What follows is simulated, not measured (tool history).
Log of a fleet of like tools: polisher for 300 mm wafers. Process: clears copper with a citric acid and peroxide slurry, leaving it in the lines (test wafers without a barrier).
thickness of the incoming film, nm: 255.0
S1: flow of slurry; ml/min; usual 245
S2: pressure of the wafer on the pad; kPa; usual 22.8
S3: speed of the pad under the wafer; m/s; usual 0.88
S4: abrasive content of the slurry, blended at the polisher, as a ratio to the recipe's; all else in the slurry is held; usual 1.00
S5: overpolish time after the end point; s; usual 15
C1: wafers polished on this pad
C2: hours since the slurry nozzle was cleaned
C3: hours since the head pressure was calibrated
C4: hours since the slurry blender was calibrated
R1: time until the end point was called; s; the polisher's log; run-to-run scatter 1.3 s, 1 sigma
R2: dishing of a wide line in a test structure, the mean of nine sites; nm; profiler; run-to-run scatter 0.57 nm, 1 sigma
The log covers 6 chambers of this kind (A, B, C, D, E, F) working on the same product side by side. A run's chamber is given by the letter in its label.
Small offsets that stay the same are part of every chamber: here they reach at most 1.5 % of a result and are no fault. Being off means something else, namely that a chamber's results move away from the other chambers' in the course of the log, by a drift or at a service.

{"day": 0.133, "done": "chamber B: head pressure recalibrated"}
{"run": "1D", "day": 0.183, "S1": 245, "S2": 22.8, "S3": 0.88, "S4": 1.0, "S5": 15, "C1": 731, "C2": 203.1, "C3": 113.6, "C4": 138.5, "R1": 112.7, "R2": 25.102}
{"run": "2C", "day": 0.483, "S1": 245, "S2": 22.8, "S3": 0.88, "S4": 1.0, "S5": 15, "C1": 111, "C2": 362.2, "C3": 494.1, "C4": 97.9, "R1": 108.01, "R2": 24.406}
{"run": "3E", "day": 0.704, "S1": 245, "S2": 22.8, "S3": 0.88, "S4": 1.0, "S5": 15, "C1": 766, "C2": 116.6, "C3": 1041.4, "C4": 239.9, "R1": 108.58, "R2": 25.41}
{"run": "4B", "day": 0.946, "S1": 245, "S2": 22.8, "S3": 0.88, "S4": 1.0, "S5": 15, "C1": 860, "C2": 129.3, "C3": 19.5, "C4": 154.2, "R1": 110.05, "R2": 25.084}
{"run": "5F", "day": 1.171, "S1": 170, "S2": 26.9, "S3": 0.88, "S4": 1.0, "S5": 15, "C1": 467, "C2": 439.7, "C3": 198.7, "C4": 64.5, "R1": 96.966, "R2": 27.666}
{"run": "6A", "day": 1.446, "S1": 170, "S2": 26.9, "S3": 0.88, "S4": 1.0, "S5": 15, "C1": 640, "C2": 865.6, "C3": 472.8, "C4": 129.4, "R1": 98.535, "R2": 26.881}
{"day": 1.583, "done": "chamber B: slurry blender recalibrated"}
{"day": 1.588, "done": "chamber F: worn pad replaced by a new one"}
{"day": 1.729, "done": "chamber C: slurry nozzle cleaned"}
{"run": "7C", "day": 1.796, "S1": 170, "S2": 26.9, "S3": 0.88, "S4": 1.0, "S5": 15, "C1": 406, "C2": 1.6, "C3": 525.6, "C4": 129.4, "R1": 96.221, "R2": 29.346}
{"run": "8F", "day": 1.954, "S1": 170, "S2": 26.9, "S3": 0.88, "S4": 1.0, "S5": 15, "C1": 82, "C2": 458.5, "C3": 217.5, "C4": 83.3, "R1": 97.389, "R2": 28.675}
{"day": 2.221, "done": "chamber E: slurry blender recalibrated"}
{"run": "9B", "day": 2.225, "S1": 170, "S2": 26.9, "S3": 0.88, "S4": 1.0, "S5": 15, "C1": 1147, "C2": 160.0, "C3": 50.2, "C4": 15.4, "R1": 98.722, "R2": 28.283}
{"day": 2.404, "done": "chamber A: worn pad replaced by a new one"}
{"run": "10D", "day": 2.442, "S1": 170, "S2": 26.9, "S3": 0.88, "S4": 1.0, "S5": 15, "C1": 1238, "C2": 257.3, "C3": 167.8, "C4": 192.7, "R1": 99.398, "R2": 27.119}
{"day": 2.654, "done": "chamber D: worn pad replaced by a new one"}
{"day": 2.7, "done": "chamber F: slurry nozzle cleaned"}
{"run": "11A", "day": 2.746, "S1": 245, "S2": 22.8, "S3": 0.88, "S4": 1.0, "S5": 15, "C1": 77, "C2": 896.8, "C3": 504.0, "C4": 160.6, "R1": 110.28, "R2": 24.847}
{"day": 2.908, "done": "chamber A: slurry nozzle cleaned"}
{"run": "12E", "day": 3.004, "S1": 245, "S2": 22.8, "S3": 0.88, "S4": 1.0, "S5": 15, "C1": 1282, "C2": 171.8, "C3": 1096.6, "C4": 18.9, "R1": 110.56, "R2": 24.887}
{"day": 3.079, "done": "chamber C: worn pad replaced by a new one"}
{"run": "13B", "day": 3.304, "S1": 245, "S2": 22.8, "S3": 0.88, "S4": 1.0, "S5": 15, "C1": 1389, "C2": 185.9, "C3": 76.1, "C4": 41.3, "R1": 109.72, "R2": 25.428}
{"day": 3.388, "done": "chamber B: worn pad replaced by a new one"}
{"run": "14C", "day": 3.592, "S1": 245, "S2": 22.8, "S3": 0.88, "S4": 1.0, "S5": 15, "C1": 115, "C2": 44.7, "C3": 568.7, "C4": 172.5, "R1": 107.01, "R2": 25.914}
{"run": "15E", "day": 3.908, "S1": 245, "S2": 22.8, "S3": 0.88, "S4": 1.0, "S5": 15, "C1": 1485, "C2": 193.5, "C3": 1118.3, "C4": 40.6, "R1": 108.64, "R2": 25.084}
{"day": 4.038, "done": "chamber F: worn pad replaced by a new one"}
{"run": "16A", "day": 4.221, "S1": 245, "S2": 22.8, "S3": 0.88, "S4": 1.0, "S5": 15, "C1": 408, "C2": 31.5, "C3": 539.4, "C4": 196.0, "R1": 108.16, "R2": 25.035}
{"day": 4.242, "done": "chamber E: worn pad replaced by a new one"}
{"run": "17D", "day": 4.579, "S1": 245, "S2": 22.8, "S3": 0.88, "S4": 1.0, "S5": 15, "C1": 432, "C2": 308.6, "C3": 219.1, "C4": 244.0, "R1": 109.12, "R2": 24.231}
{"run": "18F", "day": 4.917, "S1": 245, "S2": 22.8, "S3": 0.88, "S4": 1.0, "S5": 15, "C1": 197, "C2": 53.2, "C3": 288.6, "C4": 154.4, "R1": 106.62, "R2": 25.643}
{"run": "19D", "day": 5.192, "S1": 245, "S2": 22.8, "S3": 0.88, "S4": 1.0, "S5": 15, "C1": 570, "C2": 323.3, "C3": 233.8, "C4": 258.7, "R1": 111.23, "R2": 25.052}
{"run": "20E", "day": 5.388, "S1": 245, "S2": 22.8, "S3": 0.88, "S4": 1.0, "S5": 15, "C1": 257, "C2": 229.0, "C3": 1153.8, "C4": 76.1, "R1": 107.76, "R2": 25.665}
{"run": "21B", "day": 5.592, "S1": 245, "S2": 22.8, "S3": 0.88, "S4": 1.0, "S5": 15, "C1": 495, "C2": 240.8, "C3": 131.0, "C4": 96.2, "R1": 112.03, "R2": 24.863}
{"run": "22C", "day": 5.888, "S1": 245, "S2": 18.6, "S3": 0.7, "S4": 1.0, "S5": 15, "C1": 630, "C2": 99.8, "C3": 623.8, "C4": 227.6, "R1": 163.87, "R2": 16.995}
{"run": "23A", "day": 6.112, "S1": 245, "S2": 18.6, "S3": 0.7, "S4": 1.0, "S5": 15, "C1": 832, "C2": 76.9, "C3": 584.8, "C4": 241.4, "R1": 167.3, "R2": 17.118}
{"day": 6.221, "done": "chamber C: worn pad replaced by a new one"}
{"day": 6.271, "done": "chamber A: worn pad replaced by a new one"}
{"day": 6.317, "done": "chamber C: head pressure recalibrated"}
{"run": "24F", "day": 6.379, "S1": 245, "S2": 18.6, "S3": 0.7, "S4": 1.0, "S5": 15, "C1": 525, "C2": 88.3, "C3": 323.7, "C4": 189.5, "R1": 166.21, "R2": 17.454}
{"run": "25D", "day": 6.625, "S1": 245, "S2": 18.6, "S3": 0.7, "S4": 1.0, "S5": 15, "C1": 891, "C2": 357.7, "C3": 268.2, "C4": 293.1, "R1": 164.8, "R2": 17.61}
{"run": "26A", "day": 6.812, "S1": 245, "S2": 18.6, "S3": 0.7, "S4": 1.0, "S5": 15, "C1": 122, "C2": 93.7, "C3": 601.6, "C4": 258.2, "R1": 167.89, "R2": 17.263}
{"day": 7.079, "done": "chamber F: worn pad replaced by a new one"}
{"run": "27E", "day": 7.079, "S1": 245, "S2": 18.6, "S3": 0.7, "S4": 1.0, "S5": 15, "C1": 637, "C2": 269.6, "C3": 1194.4, "C4": 116.7, "R1": 167.15, "R2": 16.943}
{"day": 7.371, "done": "chamber A: slurry blender recalibrated"}
{"run": "28C", "day": 7.425, "S1": 245, "S2": 22.8, "S3": 0.88, "S4": 1.0, "S5": 15, "C1": 270, "C2": 136.7, "C3": 26.7, "C4": 264.5, "R1": 108.96, "R2": 24.819}
{"run": "29F", "day": 7.704, "S1": 245, "S2": 22.8, "S3": 0.88, "S4": 1.0, "S5": 15, "C1": 140, "C2": 120.1, "C3": 355.5, "C4": 221.3, "R1": 108.69, "R2": 25.469}
{"run": "30B", "day": 7.9, "S1": 245, "S2": 22.8, "S3": 0.88, "S4": 1.0, "S5": 15, "C1": 1012, "C2": 296.2, "C3": 186.4, "C4": 151.6, "R1": 110.66, "R2": 26.011}
{"run": "31F", "day": 8.088, "S1": 245, "S2": 26.9, "S3": 0.88, "S4": 1.15, "S5": 15, "C1": 226, "C2": 129.3, "C3": 364.7, "C4": 230.5, "R1": 88.965, "R2": 30.468}
{"day": 8.229, "done": "chamber B: worn pad replaced by a new one"}
{"day": 8.283, "done": "chamber D: worn pad replaced by a new one"}
{"run": "32D", "day": 8.417, "S1": 245, "S2": 26.9, "S3": 0.88, "S4": 1.15, "S5": 15, "C1": 30, "C2": 400.7, "C3": 311.2, "C4": 336.1, "R1": 92.298, "R2": 30.529}
{"run": "33A", "day": 8.621, "S1": 245, "S2": 26.9, "S3": 0.88, "S4": 1.15, "S5": 15, "C1": 528, "C2": 137.1, "C3": 645.0, "C4": 30.1, "R1": 90.489, "R2": 30.111}
{"day": 8.771, "done": "chamber B: slurry nozzle cleaned"}
{"run": "34E", "day": 8.829, "S1": 245, "S2": 26.9, "S3": 0.88, "S4": 1.15, "S5": 15, "C1": 1029, "C2": 311.6, "C3": 1236.4, "C4": 158.7, "R1": 88.573, "R2": 29.724}
{"run": "35B", "day": 9.0, "S1": 245, "S2": 26.9, "S3": 0.88, "S4": 1.15, "S5": 15, "C1": 173, "C2": 5.5, "C3": 212.8, "C4": 178.0, "R1": 91.899, "R2": 30.537}
{"run": "36C", "day": 9.225, "S1": 245, "S2": 26.9, "S3": 0.88, "S4": 1.15, "S5": 15, "C1": 674, "C2": 179.9, "C3": 69.9, "C4": 307.7, "R1": 89.325, "R2": 28.838}
{"run": "37D", "day": 9.458, "S1": 245, "S2": 22.8, "S3": 0.88, "S4": 1.0, "S5": 15, "C1": 264, "C2": 425.7, "C3": 336.2, "C4": 361.1, "R1": 111.81, "R2": 24.139}
{"day": 9.646, "done": "chamber C: worn pad replaced by a new one"}
{"day": 9.679, "done": "chamber B: slurry blender recalibrated"}
{"run": "38C", "day": 9.758, "S1": 245, "S2": 22.8, "S3": 0.88, "S4": 1.0, "S5": 15, "C1": 25, "C2": 192.7, "C3": 82.7, "C4": 320.5, "R1": 108.02, "R2": 24.934}
{"day": 9.988, "done": "chamber F: slurry blender recalibrated"}
{"run": "39F", "day": 9.996, "S1": 245, "S2": 22.8, "S3": 0.88, "S4": 1.0, "S5": 15, "C1": 654, "C2": 175.1, "C3": 410.5, "C4": 0.2, "R1": 111.12, "R2": 25.342}
{"day": 10.142, "done": "chamber E: worn pad replaced by a new one"}
{"run": "40B", "day": 10.333, "S1": 245, "S2": 22.8, "S3": 0.88, "S4": 1.0, "S5": 15, "C1": 472, "C2": 37.5, "C3": 244.8, "C4": 15.7, "R1": 111.96, "R2": 24.529}
{"run": "41E", "day": 10.542, "S1": 245, "S2": 22.8, "S3": 0.88, "S4": 1.0, "S5": 15, "C1": 90, "C2": 352.7, "C3": 1277.5, "C4": 199.8, "R1": 109.36, "R2": 24.545}
{"day": 10.55, "done": "chamber A: worn pad replaced by a new one"}
{"run": "42A", "day": 10.708, "S1": 245, "S2": 22.8, "S3": 0.88, "S4": 1.0, "S5": 15, "C1": 36, "C2": 187.2, "C3": 695.1, "C4": 80.2, "R1": 107.8, "R2": 25.198}

Is one chamber off against the others, does the gauge drift, or is nothing wrong? If a chamber is off, say which, and what the likeliest cause is.

No chamber is off and the gauge is stable; the differences are just each chamber's small, constant offset.
